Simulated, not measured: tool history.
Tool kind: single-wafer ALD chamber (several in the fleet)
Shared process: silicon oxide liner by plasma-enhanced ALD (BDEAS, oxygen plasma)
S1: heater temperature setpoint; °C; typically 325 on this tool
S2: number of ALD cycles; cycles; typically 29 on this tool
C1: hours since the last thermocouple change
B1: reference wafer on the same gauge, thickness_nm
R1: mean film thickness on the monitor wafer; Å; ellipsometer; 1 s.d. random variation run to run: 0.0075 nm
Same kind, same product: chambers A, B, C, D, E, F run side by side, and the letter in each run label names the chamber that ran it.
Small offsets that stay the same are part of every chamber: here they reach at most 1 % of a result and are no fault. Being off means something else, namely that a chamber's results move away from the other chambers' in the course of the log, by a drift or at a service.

run,hour,S1,S2,C1,B1,R1
1F,6.4,325,29,314.8,3.0089,26.266
2E,13.4,325,29,1896.6,3.0098,25.983
3A,19.5,325,29,867.9,3.0078,26.028
4D,23.4,325,29,456.9,3.0115,25.953
5B,28.2,325,29,1145.9,3.0089,26.020
6C,33.0,318,33,329.8,3.0105,29.750
7E,38.4,318,33,1921.6,3.0087,29.936
8A,44.5,318,33,892.9,3.0099,29.625
9F,49.7,318,33,358.1,3.0104,30.166
10B,56.4,318,33,1174.1,3.0088,29.766
11C,60.9,318,33,357.7,3.0100,29.801
12D,66.4,325,29,499.9,3.0106,26.130
13C,73.0,325,29,369.8,3.0107,25.908
14D,79.1,325,29,512.6,3.0098,26.014
15A,85.7,325,29,934.1,3.0109,25.761
16E,90.8,325,29,1974.0,3.0101,26.018
17F,98.1,325,29,406.5,3.0099,26.339
18B,104.7,325,29,1222.4,3.0137,25.959
19E,109.9,325,29,1993.1,3.0097,25.999
20A,114.1,325,29,962.5,3.0101,25.906
21B,118.1,325,25,1235.8,3.0114,22.282
22F,123.6,325,25,432.0,3.0107,22.677
23D,128.0,325,25,561.5,3.0076,22.291
24C,131.6,325,25,428.4,3.0080,22.229
25E,138.6,325,25,2021.8,3.0089,22.299
26B,143.7,325,25,1261.4,3.0098,22.296
27F,151.0,325,29,459.4,3.0098,26.279
28C,154.6,325,29,451.4,3.0094,25.974
29D,160.6,325,29,594.1,3.0091,26.012
30A,165.9,325,29,1014.3,3.0093,25.826
31B,171.6,325,29,1289.3,3.0112,26.141
32A,176.0,325,29,1024.4,3.0090,25.973
33F,180.5,325,29,488.9,3.0111,26.164
34E,188.1,325,29,2071.3,3.0110,25.982
35D,195.1,325,29,628.6,3.0091,25.846
36C,202.7,325,29,499.5,3.0113,25.812

All 6 chambers run these settings next. Forecast each chamber's results:
37A,208.4,339,29,,,?
37B,208.4,339,29,,,?
37C,208.4,339,29,,,?
37D,208.4,339,29,,,?
37E,208.4,339,29,,,?
37F,208.4,339,29,,,?

run,R1
37A,25.481
37B,25.382
37C,25.379
37D,25.400
37E,25.632
37F,25.785

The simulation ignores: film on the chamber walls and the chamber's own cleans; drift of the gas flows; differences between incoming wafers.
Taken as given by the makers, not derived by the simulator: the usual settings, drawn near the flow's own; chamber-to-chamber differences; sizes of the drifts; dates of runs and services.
